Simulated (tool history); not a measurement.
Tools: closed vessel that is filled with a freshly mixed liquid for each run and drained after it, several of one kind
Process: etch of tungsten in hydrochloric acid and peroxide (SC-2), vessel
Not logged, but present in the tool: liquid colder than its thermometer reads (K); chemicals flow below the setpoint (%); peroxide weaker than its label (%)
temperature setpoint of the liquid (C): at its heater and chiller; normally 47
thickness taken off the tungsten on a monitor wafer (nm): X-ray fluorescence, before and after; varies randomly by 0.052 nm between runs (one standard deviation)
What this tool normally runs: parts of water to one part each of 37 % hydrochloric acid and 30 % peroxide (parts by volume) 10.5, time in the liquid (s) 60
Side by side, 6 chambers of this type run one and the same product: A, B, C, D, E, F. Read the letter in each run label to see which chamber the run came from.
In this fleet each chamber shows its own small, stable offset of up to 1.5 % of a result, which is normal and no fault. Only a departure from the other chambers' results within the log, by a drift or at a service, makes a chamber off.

run	hour	temperature setpoint of the liquid (C)	parts of water to one part each of 37 % hydrochloric acid and 30 % peroxide (parts by volume)	time in the liquid (s)	hours since the thermometer was replaced	hours since the chemicals flow meter was replaced	hours since the drum of peroxide was connected	read-back film thickness of the tungsten reference wafer, read on the same gauge (nm)	thickness taken off the tungsten on a monitor wafer (nm)
1B	7.2	47	10.5	60	567	817.6	996.7	80.005	5.4133
2F	13	47	10.5	60	2056.1	334.7	113.2	79.993	5.4327
3E	17.7	47	10.5	60	877.2	863.2	445.2	79.978	5.2307
4A	22.7	47	10.5	60	439.7	122	142.2	80.029	5.2953
5C	32.1	47	10.5	60	1416.3	257.2	648.1	79.996	5.1793
6D	37.3	47	10.5	60	585.5	815.5	173.3	79.971	5.3693
7E	42	47	10.5	60	901.5	887.5	469.5	80.001	5.3351
8D	50	47	10.5	60	598.2	828.2	186	79.975	5.2254
9A	57.7	47	10.5	60	474.7	157	177.2	80.011	5.2022
10C	63.8	47	10.5	60	1448	288.9	679.8	80	5.2941
11F	70	47	10.5	60	2113.1	391.7	170.2	80.019	5.3958
12B	77.2	47	10.5	60	637	887.6	1066.7	79.981	5.2896
13D	86	47	10.5	60	634.2	864.2	222	79.988	5.2756
14B	96.1	47	10.5	60	655.9	906.5	1085.6	79.971	5.3889
15F	101.2	47	10.5	60	2144.3	422.9	201.4	79.993	5.3272
16E	110	47	12.5	60	969.5	955.5	537.5	80.034	4.5581
17A	114.8	47	12.5	60	531.8	214.1	234.3	79.99	4.5099
18C	119.2	47	12.5	60	1503.4	344.3	735.2	79.984	4.5665
19F	128.9	47	12.5	60	2172	450.6	229.1	80.01	4.6309
20C	136.2	47	12.5	60	1520.4	361.3	752.2	79.997	4.4331
21E	143.4	47	12.5	60	1002.9	988.9	570.9	79.973	4.5303
22A	148.8	47	10.5	60	565.8	248.1	268.3	79.97	5.2828
23B	154.5	47	10.5	60	714.3	964.9	1144	79.973	5.2706
24D	164.2	47	10.5	60	712.4	942.4	300.2	80.008	5.3561
25F	172.5	47	10.5	60	2215.6	494.2	272.7	79.982	5.313
26B	179.1	47	10.5	60	738.9	989.5	1168.6	79.995	5.3447
# hour 179.6: chamber B: thermometer replaced
27E	183.9	47	10.5	60	1043.4	1029.4	611.4	79.976	5.2677
# hour 186.9: chamber F: thermometer replaced
28C	189.4	47	10.5	60	1573.6	414.5	805.4	80.002	5.1196
29D	196.1	47	12.5	30	744.3	974.3	332.1	79.993	2.2746
30A	205.8	47	12.5	30	622.8	305.1	325.3	79.996	2.256
31A	214.7	47	12.5	30	631.7	314	334.2	80.017	2.264
32B	222.7	47	12.5	30	43.2	1033.1	1212.2	79.995	2.3216
33C	232.4	47	12.5	30	1616.6	457.5	848.4	80.002	2.115
34D	237.4	47	12.5	30	785.6	1015.6	373.4	80.012	2.2488
35F	242.5	47	10.5	60	55.6	564.2	342.7	79.992	5.3587
36E	249.3	47	10.5	60	1108.8	1094.8	676.8	80.003	5.3552
37E	258.5	47	10.5	60	1118	1104	686	80.006	5.3939

Next, every chamber runs the same settings. What will each give?
38A	265.8	47	10.5	60					?
38B	265.8	47	10.5	60					?
38C	265.8	47	10.5	60					?
38D	265.8	47	10.5	60					?
38E	265.8	47	10.5	60					?
38F	265.8	47	10.5	60					?

run	thickness taken off the tungsten on a monitor wafer (nm)
38A	5.3017
38B	5.3937
38C	4.8797
38D	5.2199
38E	5.4007
38F	5.1547

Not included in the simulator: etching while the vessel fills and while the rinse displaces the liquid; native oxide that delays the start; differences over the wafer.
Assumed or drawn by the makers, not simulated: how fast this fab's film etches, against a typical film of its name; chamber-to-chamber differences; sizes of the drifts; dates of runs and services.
